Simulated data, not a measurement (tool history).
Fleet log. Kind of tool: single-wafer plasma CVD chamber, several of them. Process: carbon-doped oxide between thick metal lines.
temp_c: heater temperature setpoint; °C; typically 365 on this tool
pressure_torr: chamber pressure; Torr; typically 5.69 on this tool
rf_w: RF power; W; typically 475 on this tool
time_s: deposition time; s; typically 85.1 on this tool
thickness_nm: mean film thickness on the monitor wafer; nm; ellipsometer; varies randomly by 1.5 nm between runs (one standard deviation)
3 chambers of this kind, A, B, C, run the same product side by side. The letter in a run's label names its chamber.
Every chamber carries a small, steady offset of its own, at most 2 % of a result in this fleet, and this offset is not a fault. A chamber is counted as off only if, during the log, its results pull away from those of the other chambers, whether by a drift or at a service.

run    day  temp_c  pressure_torr  rf_w  time_s  hours since the last thermocouple change  hours since the last RF generator calibration  hours since the last manometer calibration  read-back reference wafer on the same gauge, thickness_nm  thickness_nm
 1C  0.217     365           5.69   475    85.1                                    2222.2                                           1566                                       537.2                                                     395.22        407.88
 2B  0.446     365           5.69   475    85.1                                     403.5                                         1642.2                                      1175.8                                                      394.7        404.17
 3A  0.571     365           5.69   475    85.1                                     254.7                                         1646.8                                       490.1                                                     395.27        413.68
 4C  0.733     365           5.69   475    85.1                                    2234.6                                         1578.4                                       549.6                                                     395.08        407.41
 5B      1     365           5.69   475    85.1                                     416.8                                         1655.5                                      1189.1                                                     394.77        403.48
 6A  1.217     365           5.69   475    85.1                                     270.2                                         1662.3                                       505.6                                                     395.04        414.14
 7B  1.388     365           5.69   475    85.1                                     426.1                                         1664.8                                      1198.4                                                     395.11         405.5
 8C  1.662     365           5.69   475    85.1                                    2256.9                                         1600.7                                       571.9                                                      395.1        407.06
 9A  1.879     365           5.69   475    85.1                                     286.1                                         1678.2                                       521.5                                                     394.86        412.34
10B   2.05     365           5.69   475    85.1                                       442                                         1680.7                                      1214.3                                                     395.07        403.76
11C  2.217     365           5.69   475    85.1                                    2270.2                                           1614                                       585.2                                                     395.02        406.82
12A  2.392     353           6.82   475    85.1                                     298.4                                         1690.5                                       533.8                                                     394.94        432.32
     2.567  -- chamber A: RF generator calibrated
13C  2.608     353           6.82   475    85.1                                    2279.6                                         1623.4                                       594.6                                                     395.32        425.37
14A  2.854     353           6.82   475    85.1                                     309.5                                              7                                       544.9                                                     394.79        431.28
15B  3.004     365           5.69   475    85.1                                     464.9                                         1703.6                                      1237.2                                                     395.11        405.84
16A  3.133     365           5.69   475    85.1                                     316.2                                           13.7                                       551.6                                                     395.04        413.83
17C  3.262     365           5.69   475    85.1                                    2295.3                                         1639.1                                       610.3                                                     395.11        399.07
18B  3.417     365           5.69   475    85.1                                     474.8                                         1713.5                                      1247.1                                                     395.23        404.05
19C  3.654     365           5.69   475    85.1                                    2304.7                                         1648.5                                       619.7                                                     395.08        402.78
20A  3.825     365           5.69   475    85.1                                     332.8                                           30.3                                       568.2                                                     395.11         414.1
21B  4.083     365           5.69   475    85.1                                     490.8                                         1729.5                                      1263.1                                                     395.15        406.81
22C  4.354     365           5.69   475    85.1                                    2321.5                                         1665.3                                       636.5                                                     394.92        397.31
23B  4.592     365           5.69   475    85.1                                       503                                         1741.7                                      1275.3                                                     395.25        404.43
24A  4.867     369           5.69   445    85.1                                     357.8                                           55.3                                       593.2                                                     395.05        393.29
25C  5.108     369           5.69   445    85.1                                    2339.6                                         1683.4                                       654.6                                                     394.66         372.9
26A  5.342     369           5.69   445    85.1                                     369.2                                           66.7                                       604.6                                                     395.31        390.13
27B  5.542     365           5.69   475    85.1                                     525.8                                         1764.5                                      1298.1                                                     394.85        404.35

Which is it: a chamber that has drifted or been left off by a service, a gauge drift common to all chambers, or only each chamber's usual small offset? If a chamber is off, name it and its likeliest cause.

Little by little, chamber C moves away from the other chambers.
Likeliest cause: delivered RF power below the setpoint (%) = 5.95.

Which of the 4 candidates below, each the usual settings with something changed and its results left as question marks, puts chamber C back in line with what the other chambers give on the usual settings?
Maximum distance from the other chambers' mean on the usual settings for a result to count as in line: thickness_nm 5.2 nm
28C-1  5.742     364           5.74   490    88.9                                                                                                                                                                                                             ?
28C-2  5.742     364           5.74   475    88.6                                                                                                                                                                                                             ?
28C-3  5.742     366           5.64   460    81.3                                                                                                                                                                                                             ?
28C-4  5.742     365           5.66   465    82.7                                                                                                                                                                                                             ?

What the other chambers average on the usual settings: thickness_nm 408.15 nm
  run  thickness_nm
28C-1        417.85
28C-2         407.8
28C-3         363.5
28C-4        373.58
28C-2 is the one that brings the chamber's results back in line with the other chambers.
